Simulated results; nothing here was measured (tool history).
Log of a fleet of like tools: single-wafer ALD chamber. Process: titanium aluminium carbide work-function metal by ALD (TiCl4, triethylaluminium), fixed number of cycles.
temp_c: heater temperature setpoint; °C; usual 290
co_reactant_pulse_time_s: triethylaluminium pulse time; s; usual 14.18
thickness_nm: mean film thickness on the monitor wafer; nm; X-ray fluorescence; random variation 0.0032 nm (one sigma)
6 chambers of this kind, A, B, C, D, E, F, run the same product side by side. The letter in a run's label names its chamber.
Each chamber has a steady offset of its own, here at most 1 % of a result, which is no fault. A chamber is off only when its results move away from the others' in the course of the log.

run,hour,temp_c,co_reactant_pulse_time_s,"read-back reference wafer on the same gauge, thickness_nm",thickness_nm
1C,4.9,290,14.18,2.2115,1.9581
2F,7.1,290,14.18,2.2106,1.9508
3E,9.9,290,14.18,2.2105,1.9777
4D,14.8,290,14.18,2.2113,1.95
5A,19.6,290,14.18,2.2117,1.9668
6B,21.9,290,14.18,2.2118,1.9548
7D,26.7,290,14.18,2.2121,1.952
8E,31.6,290,14.18,2.2119,1.9745
# hour 34.4: chamber D: triethylaluminium bottle replaced
9F,34.4,290,14.18,2.213,1.9514
10B,37.6,290,14.18,2.2143,1.9529
11C,40.2,290,14.18,2.2142,1.9562
12A,43.7,290,14.18,2.2141,1.9611
13C,46.3,290,8.68,2.214,1.8738
14E,48.8,290,8.68,2.2149,1.8913
15F,51.7,290,8.68,2.2151,1.8745
16A,56.6,290,8.68,2.2154,1.8833
17D,59,290,8.68,2.2152,1.8755
18B,62.3,290,8.68,2.215,1.8621
19E,66.7,290,14.18,2.2157,1.977
20C,71,290,14.18,2.2174,1.9649
21A,76.1,290,14.18,2.2177,1.9666
22F,80.7,290,14.18,2.2179,1.9526
23D,84.8,290,14.18,2.2173,1.9543
24B,89,290,14.18,2.2169,1.9616
25A,92.3,290,14.18,2.2186,1.9653
26D,96.8,290,14.18,2.219,1.9532
27B,100,290,14.18,2.2202,1.9632
28C,102.3,290,14.18,2.2197,1.9627
29F,107.3,290,14.18,2.2202,1.9587
30E,111.6,290,14.18,2.2205,1.9853
31A,116,290,14.18,2.2208,1.9772
# hour 119.1: chamber A: thermocouple changed; heater temperature recalibrated
32B,119.4,290,14.18,2.221,1.9579
33C,123,290,14.18,2.2206,1.9682
34F,125.3,290,14.18,2.2222,1.9601
35E,129.5,278,14.18,2.2223,1.8857
36D,132.2,278,14.18,2.2219,1.8547
37B,135.1,278,14.18,2.2225,1.8583
38F,138.7,278,14.18,2.2231,1.8527
39E,142.2,278,14.18,2.2224,1.8792
40D,147.1,278,14.18,2.2238,1.8549
41A,151,304,11.49,2.2247,2.0723
42C,155.5,304,11.49,2.2239,2.0704

All 6 chambers run these settings next. Forecast each chamber's results:
43A,159.2,290,14.18,,?
43B,159.2,290,14.18,,?
43C,159.2,290,14.18,,?
43D,159.2,290,14.18,,?
43E,159.2,290,14.18,,?
43F,159.2,290,14.18,,?

run,thickness_nm
43A,1.975
43B,1.9649
43C,1.9693
43D,1.9588
43E,1.9841
43F,1.965
